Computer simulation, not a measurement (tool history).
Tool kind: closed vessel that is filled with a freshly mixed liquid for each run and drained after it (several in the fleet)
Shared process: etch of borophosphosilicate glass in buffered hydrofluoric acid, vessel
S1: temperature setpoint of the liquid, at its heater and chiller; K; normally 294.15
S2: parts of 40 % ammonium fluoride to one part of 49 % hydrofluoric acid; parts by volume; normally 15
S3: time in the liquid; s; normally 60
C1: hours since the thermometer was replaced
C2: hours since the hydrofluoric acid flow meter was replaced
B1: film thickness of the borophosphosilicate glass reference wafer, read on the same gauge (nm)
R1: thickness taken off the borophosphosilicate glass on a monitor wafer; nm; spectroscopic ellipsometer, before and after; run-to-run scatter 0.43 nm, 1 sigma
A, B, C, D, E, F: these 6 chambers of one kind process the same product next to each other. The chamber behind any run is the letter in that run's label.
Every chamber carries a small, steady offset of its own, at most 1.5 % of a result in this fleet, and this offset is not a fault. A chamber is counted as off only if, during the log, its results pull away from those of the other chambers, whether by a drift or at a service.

run,hour,S1,S2,S3,C1,C2,B1,R1
1B,4.1,294.15,15,60,1859.1,311.0,120.01,49.602
2F,8.0,294.15,15,60,1509.5,680.0,119.97,49.986
3D,11.2,294.15,15,60,188.0,602.7,120.01,51.268
4E,16.0,294.15,15,60,49.8,1150.5,119.99,50.439
5C,18.6,294.15,15,60,774.4,158.8,119.97,50.424
6A,21.4,298.65,15,60,649.5,1020.1,120.02,65.007
7F,25.6,298.65,15,60,1527.1,697.6,119.95,64.256
8B,31.3,298.65,15,60,1886.3,338.2,120.02,62.386
9C,35.7,298.65,15,60,791.5,175.9,120.00,65.313
10E,39.2,298.65,15,60,73.0,1173.7,120.01,64.955
11D,43.9,298.65,15,60,220.7,635.4,120.02,65.223
12A,48.2,294.15,15,60,676.3,1046.9,120.00,50.161
13C,54.0,294.15,15,60,809.8,194.2,119.99,49.962
14D,57.0,294.15,15,60,233.8,648.5,120.00,51.824
15A,62.1,294.15,15,60,690.2,1060.8,119.98,50.345
16F,65.8,297.65,15,60,1567.3,737.8,120.07,60.374
17E,71.6,297.65,15,60,105.4,1206.1,120.02,61.510
18B,77.0,297.65,15,60,1932.0,383.9,120.03,60.020
19C,80.7,297.65,15,60,836.5,220.9,120.05,62.030
20E,84.8,297.65,15,60,118.6,1219.3,120.01,60.375
21F,87.3,297.65,15,60,1588.8,759.3,120.03,60.571
22D,90.9,294.15,15,60,267.7,682.4,120.03,49.342
23B,96.5,294.15,15,60,1951.5,403.4,120.02,49.709
24A,100.8,294.15,15,60,728.9,1099.5,120.01,50.291
25E,103.4,294.15,15,60,137.2,1237.9,120.03,50.915
26A,106.1,294.15,15,60,734.2,1104.8,120.02,48.936
27D,109.9,294.15,15,60,286.7,701.4,120.00,47.981
28C,115.5,294.15,15,60,871.3,255.7,120.02,51.050
29F,118.5,294.15,15,60,1620.0,790.5,120.02,49.865
30B,122.0,294.15,15,95,1977.0,428.9,120.03,79.277
31A,124.8,294.15,15,95,752.9,1123.5,120.00,78.884
32C,129.1,294.15,15,95,884.9,269.3,119.97,80.879
33B,133.0,294.15,15,95,1988.0,439.9,120.01,79.579
34F,136.7,294.15,15,95,1638.2,808.7,119.99,79.869
35D,139.9,294.15,15,95,316.7,731.4,120.03,72.850
36E,144.9,292.15,15,60,178.7,1279.4,120.06,46.108
# hour 147.6: chamber D: hydrofluoric acid flow meter replaced
37E,149.3,292.15,15,60,183.1,1283.8,120.01,45.464
38C,153.3,292.15,15,60,909.1,293.5,119.98,45.674
39D,157.6,292.15,15,60,334.4,10.0,120.05,40.528

Which is it: a chamber that has drifted or been left off by a service, a gauge drift common to all chambers, or only each chamber's usual small offset? If a chamber is off, name it and its likeliest cause.

Little by little, chamber D moves away from the other chambers.
Most likely cause: liquid colder than its thermometer reads (K) = 2.21.

Here are 4 candidates for chamber D's next run, each the usual settings with a change, their results left as question marks. Which one brings its results back in line with what the others give on the usual settings?
In-line tolerance around the mean of the other chambers on the usual settings: R1 1.500 nm
40D-1,161.9,294.15,14.5,65,,,,?
40D-2,161.9,294.15,15.5,60,,,,?
40D-3,161.9,294.15,15.5,55,,,,?
40D-4,161.9,294.15,14.5,60,,,,?

Other chambers, usual settings, mean: R1 50.219 nm
run,R1
40D-1,50.540
40D-2,43.665
40D-3,40.026
40D-4,46.652
40D-1 puts the chamber back in line with the other chambers.
